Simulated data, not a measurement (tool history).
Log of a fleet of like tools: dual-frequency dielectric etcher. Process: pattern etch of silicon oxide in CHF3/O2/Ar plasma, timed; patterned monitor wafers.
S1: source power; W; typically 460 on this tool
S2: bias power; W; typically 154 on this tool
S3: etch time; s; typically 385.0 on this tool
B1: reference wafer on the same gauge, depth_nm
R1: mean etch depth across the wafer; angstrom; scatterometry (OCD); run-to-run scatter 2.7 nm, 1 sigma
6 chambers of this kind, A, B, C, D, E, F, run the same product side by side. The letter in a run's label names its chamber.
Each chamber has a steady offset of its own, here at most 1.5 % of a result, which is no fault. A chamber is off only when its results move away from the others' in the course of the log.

Run 1A, hour 4.6: usual settings; B1 763.59. Result: R1 6487.7 angstrom.
Run 2F, hour 9.6: usual settings; B1 763.66. Result: R1 6537.8 angstrom.
Run 3B, hour 13.7: usual settings; B1 764.51. Result: R1 6538.9 angstrom.
Run 4E, hour 21.1: usual settings; B1 763.96. Result: R1 6556.1 angstrom.
Run 5C, hour 26.2: usual settings; B1 763.82. Result: R1 6587.0 angstrom.
Run 6D, hour 32.9: usual settings; B1 763.91. Result: R1 6503.7 angstrom.
Run 7E, hour 38.3: usual settings; B1 764.05. Result: R1 6571.7 angstrom.
Run 8C, hour 42.0: usual settings; B1 764.57. Result: R1 6595.8 angstrom.
Run 9B, hour 49.2: usual settings; B1 763.85. Result: R1 6518.0 angstrom.
Run 10F, hour 54.8: usual settings; B1 763.34. Result: R1 6536.6 angstrom.
At hour 57.5: chamber C: wet clean of the chamber.
Run 11D, hour 59.1: usual settings but S1 390 W; B1 763.85. Result: R1 6072.3 angstrom.
Run 12A, hour 64.6: usual settings but S1 390 W; B1 764.20. Result: R1 6118.6 angstrom.
Run 13D, hour 68.4: usual settings but S1 390 W; B1 763.53. Result: R1 6143.9 angstrom.
Run 14A, hour 75.7: usual settings but S1 390 W; B1 763.86. Result: R1 6138.1 angstrom.
Run 15B, hour 79.2: usual settings but S1 390 W; B1 764.02. Result: R1 6157.6 angstrom.
Run 16F, hour 85.4: usual settings but S1 390 W; B1 763.42. Result: R1 6115.9 angstrom.
Run 17C, hour 91.0: usual settings; B1 764.62. Result: R1 6601.6 angstrom.
Run 18E, hour 96.1: usual settings; B1 764.62. Result: R1 6550.6 angstrom.
Run 19E, hour 103.5: usual settings; B1 763.26. Result: R1 6556.7 angstrom.
Run 20C, hour 109.6: usual settings; B1 764.36. Result: R1 6608.3 angstrom.
At hour 114.6: chamber F: source power generator calibrated.
Run 21A, hour 115.6: usual settings but S1 400 W, S3 421.0 s; B1 763.69. Result: R1 6758.6 angstrom.
Run 22F, hour 123.3: usual settings but S1 400 W, S3 421.0 s; B1 763.83. Result: R1 6750.1 angstrom.
Run 23B, hour 128.9: usual settings but S1 400 W, S3 421.0 s; B1 764.08. Result: R1 6865.8 angstrom.
Run 24D, hour 135.4: usual settings but S1 400 W, S3 421.0 s; B1 763.86. Result: R1 6838.6 angstrom.
Run 25B, hour 142.3: usual settings but S1 400 W, S3 421.0 s; B1 763.74. Result: R1 6817.9 angstrom.
Run 26C, hour 147.6: usual settings but S1 400 W, S3 421.0 s; B1 765.16. Result: R1 6840.1 angstrom.
At hour 149.8: chamber E: bias power generator calibrated.
Run 27A, hour 154.1: usual settings but S2 118 W; B1 763.69. Result: R1 5998.7 angstrom.
Run 28D, hour 157.9: usual settings but S2 118 W; B1 764.04. Result: R1 6103.8 angstrom.
Run 29E, hour 162.9: usual settings but S2 118 W; B1 764.72. Result: R1 6058.5 angstrom.
Run 30F, hour 168.0: usual settings but S2 118 W; B1 763.83. Result: R1 6039.6 angstrom.
Run 31E, hour 172.5: usual settings but S2 118 W; B1 763.59. Result: R1 6052.1 angstrom.
Run 32C, hour 177.4: usual settings but S2 118 W; B1 763.91. Result: R1 5997.3 angstrom.
Run 33F, hour 184.7: usual settings but S3 321.5 s; B1 763.40. Result: R1 5463.2 angstrom.
Run 34D, hour 190.7: usual settings but S3 321.5 s; B1 764.03. Result: R1 5551.7 angstrom.
Run 35A, hour 196.3: usual settings but S3 321.5 s; B1 763.13. Result: R1 5434.4 angstrom.
Run 36B, hour 200.2: usual settings but S3 321.5 s; B1 764.88. Result: R1 5479.8 angstrom.
Run 37D, hour 205.5: usual settings but S3 321.5 s; B1 763.91. Result: R1 5580.3 angstrom.

Next, every chamber runs the same settings. What will each give?
Run 38A, hour 211.1: usual settings. Result: R1 ?.
Run 38B, hour 211.1: usual settings. Result: R1 ?.
Run 38C, hour 211.1: usual settings. Result: R1 ?.
Run 38D, hour 211.1: usual settings. Result: R1 ?.
Run 38E, hour 211.1: usual settings. Result: R1 ?.
Run 38F, hour 211.1: usual settings. Result: R1 ?.

run      R1
38A  6505.2
38B  6519.9
38C  6615.0
38D  6711.2
38E  6580.3
38F  6531.0
